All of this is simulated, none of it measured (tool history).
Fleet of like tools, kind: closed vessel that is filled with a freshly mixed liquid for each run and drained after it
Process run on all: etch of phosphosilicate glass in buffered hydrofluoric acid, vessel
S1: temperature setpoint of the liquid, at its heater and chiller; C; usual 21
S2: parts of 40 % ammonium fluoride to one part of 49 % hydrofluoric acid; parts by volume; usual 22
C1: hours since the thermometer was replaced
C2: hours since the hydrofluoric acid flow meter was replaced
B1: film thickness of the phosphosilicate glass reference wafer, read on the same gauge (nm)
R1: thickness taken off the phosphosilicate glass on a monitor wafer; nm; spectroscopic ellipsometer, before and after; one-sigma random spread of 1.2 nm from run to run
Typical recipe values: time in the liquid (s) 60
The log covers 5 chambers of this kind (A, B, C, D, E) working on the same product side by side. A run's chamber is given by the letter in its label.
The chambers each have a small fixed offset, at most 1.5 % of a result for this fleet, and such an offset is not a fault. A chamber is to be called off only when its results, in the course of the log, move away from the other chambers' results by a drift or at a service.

Run 1B, hour 10.5: usual settings; C1 210.2; C2 659; B1 149.97. Result: R1 136.59 nm.
Run 2E, hour 18.1: usual settings; C1 140.2; C2 328.7; B1 149.99. Result: R1 135.92 nm.
Run 3A, hour 25.3: usual settings; C1 1288.8; C2 572.5; B1 150.02. Result: R1 135.7 nm.
Run 4C, hour 31.9: usual settings; C1 36; C2 446.2; B1 150. Result: R1 131.9 nm.
Run 5D, hour 37.1: usual settings; C1 1842.7; C2 1877.4; B1 150. Result: R1 132.15 nm.
Run 6E, hour 45.9: usual settings; C1 168; C2 356.5; B1 150.01. Result: R1 137.03 nm.
Run 7A, hour 53.1: usual settings; C1 1316.6; C2 600.3; B1 149.98. Result: R1 134.32 nm.
Run 8C, hour 61.2: usual settings; C1 65.3; C2 475.5; B1 150.01. Result: R1 132.45 nm.
Run 9B, hour 70.9: usual settings; C1 270.6; C2 719.4; B1 150. Result: R1 138.75 nm.
Run 10D, hour 79.9: usual settings; C1 1885.5; C2 1920.2; B1 149.99. Result: R1 135.27 nm.
Run 11E, hour 84.5: usual settings; C1 206.6; C2 395.1; B1 150.01. Result: R1 135.08 nm.
Run 12A, hour 90.7: usual settings; C1 1354.2; C2 637.9; B1 150. Result: R1 133.71 nm.
Run 13C, hour 95.7: usual settings; C1 99.8; C2 510; B1 150.01. Result: R1 131.37 nm.
Run 14D, hour 104.7: usual settings; C1 1910.3; C2 1945; B1 149.99. Result: R1 135.97 nm.
Run 15B, hour 111.9: usual settings; C1 311.6; C2 760.4; B1 150. Result: R1 136.87 nm.
Run 16B, hour 116.5: usual settings; C1 316.2; C2 765; B1 150.01. Result: R1 136.47 nm.
Run 17A, hour 121.5: usual settings; C1 1385; C2 668.7; B1 149.98. Result: R1 135.08 nm.
At hour 125.6: chamber D: hydrofluoric acid flow meter replaced.
Run 18C, hour 128.7: usual settings; C1 132.8; C2 543; B1 150. Result: R1 130.42 nm.
Run 19D, hour 134.1: usual settings; C1 1939.7; C2 8.5; B1 150.01. Result: R1 136.88 nm.
Run 20E, hour 142.2: usual settings but time in the liquid (s) 30; C1 264.3; C2 452.8; B1 149.98. Result: R1 67.112 nm.
Run 21A, hour 150.5: usual settings but time in the liquid (s) 30; C1 1414; C2 697.7; B1 149.97. Result: R1 68.227 nm.
Run 22E, hour 158.9: usual settings but time in the liquid (s) 30; C1 281; C2 469.5; B1 150. Result: R1 68.151 nm.
Run 23C, hour 163.7: usual settings but time in the liquid (s) 30; C1 167.8; C2 578; B1 149.99. Result: R1 64.063 nm.
Run 24D, hour 169.6: usual settings but time in the liquid (s) 30; C1 1975.2; C2 44; B1 149.96. Result: R1 67.373 nm.
Run 25B, hour 176.4: usual settings; C1 376.1; C2 824.9; B1 150.04. Result: R1 138.33 nm.
Run 26B, hour 185.7: usual settings but S1 19 C, S2 28.5 parts by volume; C1 385.4; C2 834.2; B1 149.97. Result: R1 102.88 nm.
Run 27E, hour 193.5: usual settings but S1 19 C, S2 28.5 parts by volume; C1 315.6; C2 504.1; B1 149.99. Result: R1 102.25 nm.
Run 28C, hour 201.8: usual settings but S1 19 C, S2 28.5 parts by volume; C1 205.9; C2 616.1; B1 150. Result: R1 95.585 nm.
Run 29A, hour 209.6: usual settings but S1 19 C, S2 28.5 parts by volume; C1 1473.1; C2 756.8; B1 149.96. Result: R1 102.13 nm.
Run 30D, hour 218.1: usual settings but S1 19 C, S2 28.5 parts by volume; C1 2023.7; C2 92.5; B1 149.97. Result: R1 99.813 nm.
Run 31E, hour 227.6: usual settings; C1 349.7; C2 538.2; B1 149.99. Result: R1 135.86 nm.
Run 32C, hour 236: usual settings; C1 240.1; C2 650.3; B1 150.02. Result: R1 127.33 nm.
Run 33D, hour 245.7: usual settings; C1 2051.3; C2 120.1; B1 150.03. Result: R1 136.03 nm.
Run 34A, hour 252.8: usual settings; C1 1516.3; C2 800; B1 150. Result: R1 135.81 nm.

For the next run the whole fleet of 5 chambers uses the same settings. Give each chamber's results:
Run 35A, hour 260.4: usual settings but time in the liquid (s) 85. Result: R1 ?.
Run 35B, hour 260.4: usual settings but time in the liquid (s) 85. Result: R1 ?.
Run 35C, hour 260.4: usual settings but time in the liquid (s) 85. Result: R1 ?.
Run 35D, hour 260.4: usual settings but time in the liquid (s) 85. Result: R1 ?.
Run 35E, hour 260.4: usual settings but time in the liquid (s) 85. Result: R1 ?.

run      R1
35A  191.45
35B  192.33
35C  179.11
35D  191.52
35E  192.61

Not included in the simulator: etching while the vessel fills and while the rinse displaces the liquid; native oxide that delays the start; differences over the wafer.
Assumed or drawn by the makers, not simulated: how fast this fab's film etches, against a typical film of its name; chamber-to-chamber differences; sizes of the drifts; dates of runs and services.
